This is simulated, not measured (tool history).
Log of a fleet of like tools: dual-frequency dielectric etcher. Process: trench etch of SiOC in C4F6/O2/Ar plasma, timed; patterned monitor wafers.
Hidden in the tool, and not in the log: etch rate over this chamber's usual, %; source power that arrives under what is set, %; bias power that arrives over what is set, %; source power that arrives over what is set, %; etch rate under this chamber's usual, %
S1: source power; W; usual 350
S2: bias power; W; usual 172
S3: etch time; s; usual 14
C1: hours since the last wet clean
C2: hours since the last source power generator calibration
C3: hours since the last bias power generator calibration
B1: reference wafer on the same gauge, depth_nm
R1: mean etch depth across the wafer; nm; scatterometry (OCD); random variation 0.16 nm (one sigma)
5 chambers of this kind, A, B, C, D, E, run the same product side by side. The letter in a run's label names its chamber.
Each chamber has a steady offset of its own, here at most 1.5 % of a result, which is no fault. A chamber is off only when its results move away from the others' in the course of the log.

run	hour	S1	S2	S3	C1	C2	C3	B1	R1
1E	5.7	350	172	14	72.6	779.8	655	25.708	27.37
2D	11.9	350	172	14	236.3	2474.7	3356.1	25.697	27.386
3C	15.7	350	172	14	332.3	2537.4	259.7	25.707	27.171
4A	21.9	350	172	14	444.8	1999.8	2059.5	25.723	27.312
5B	25.1	350	172	14	147.7	1270.9	1731.7	25.691	26.829
6B	31.1	350	172	14	153.7	1276.9	1737.7	25.701	26.734
7A	37.5	350	172	14	460.4	2015.4	2075.1	25.678	27.832
8D	42.7	350	172	14	267.1	2505.5	3386.9	25.703	27.29
9E	48.9	350	172	14	115.8	823	698.2	25.737	27.168
10C	52.7	350	172	14	369.3	2574.4	296.7	25.697	27.241
11B	58.4	350	172	14	181	1304.2	1765	25.672	26.979
12A	62.3	350	172	14	485.2	2040.2	2099.9	25.694	27.373
13D	68.5	350	172	14	292.9	2531.3	3412.7	25.681	27.189
14C	73.8	350	172	10.5	390.4	2595.5	317.8	25.708	20.483
# hour 78.9: chamber D: wet clean of the chamber
15E	81.1	350	172	10.5	148	855.2	730.4	25.722	20.596
16B	87.9	350	172	10.5	210.5	1333.7	1794.5	25.694	20.113
17A	93.5	350	172	10.5	516.4	2071.4	2131.1	25.672	20.507
18C	98.1	350	172	10.5	414.7	2619.8	342.1	25.69	20.501
19D	103.2	350	172	14	24.4	2566	3447.4	25.697	27.101
20E	110	350	172	14	176.9	884.1	759.3	25.656	27.14
21B	117.4	350	172	14	240	1363.2	1824	25.67	26.996
22C	122.2	350	172	14	438.8	2643.9	366.2	25.699	27.209
23A	127.3	350	172	14	550.2	2105.2	2164.9	25.683	27.61
24D	130.8	350	172	14	52	2593.6	3475	25.732	27.247
25E	136.1	350	172	14	203	910.2	785.4	25.735	27.196
26B	141.1	350	156	14	263.7	1386.9	1847.7	25.7	26.012
27A	145.9	350	156	14	568.8	2123.8	2183.5	25.719	26.549
28C	152.2	350	156	14	468.8	2673.9	396.2	25.713	26.581
29E	157.6	350	156	14	224.5	931.7	806.9	25.671	26.787
# hour 159.8: chamber A: wet clean of the chamber
30D	161	350	156	14	82.2	2623.8	3505.2	25.675	26.49
31D	166.1	350	172	14	87.3	2628.9	3510.3	25.735	26.931
32B	171.1	350	172	14	293.7	1416.9	1877.7	25.735	27.102
33A	175.4	350	172	14	15.7	2153.3	2213	25.702	27.5
34E	181.3	350	172	14	248.2	955.4	830.6	25.699	27.321
35C	186.5	350	172	14	503.1	2708.2	430.5	25.692	27.152
36C	191.1	350	172	14	507.7	2712.8	435.1	25.694	27.006
37B	194.3	350	172	14	316.9	1440.1	1900.9	25.748	27.184
38D	200.3	350	172	14	121.5	2663.1	3544.5	25.703	27.298
39E	205.6	350	172	16.5	272.5	979.7	854.9	25.707	32.062
40A	210.3	350	172	16.5	50.6	2188.2	2247.9	25.701	32.216
41A	215.4	350	172	16.5	55.7	2193.3	2253	25.724	32.188
42C	218.9	350	172	16.5	535.5	2740.6	462.9	25.697	32.503
43E	222.9	350	172	16.5	289.8	997	872.2	25.695	32.203

All 5 chambers run these settings next. Forecast each chamber's results:
44A	228.2	350	142	14					?
44B	228.2	350	142	14					?
44C	228.2	350	142	14					?
44D	228.2	350	142	14					?
44E	228.2	350	142	14					?

run	R1
44A	25.728
44B	25.146
44C	25.598
44D	25.625
44E	25.636

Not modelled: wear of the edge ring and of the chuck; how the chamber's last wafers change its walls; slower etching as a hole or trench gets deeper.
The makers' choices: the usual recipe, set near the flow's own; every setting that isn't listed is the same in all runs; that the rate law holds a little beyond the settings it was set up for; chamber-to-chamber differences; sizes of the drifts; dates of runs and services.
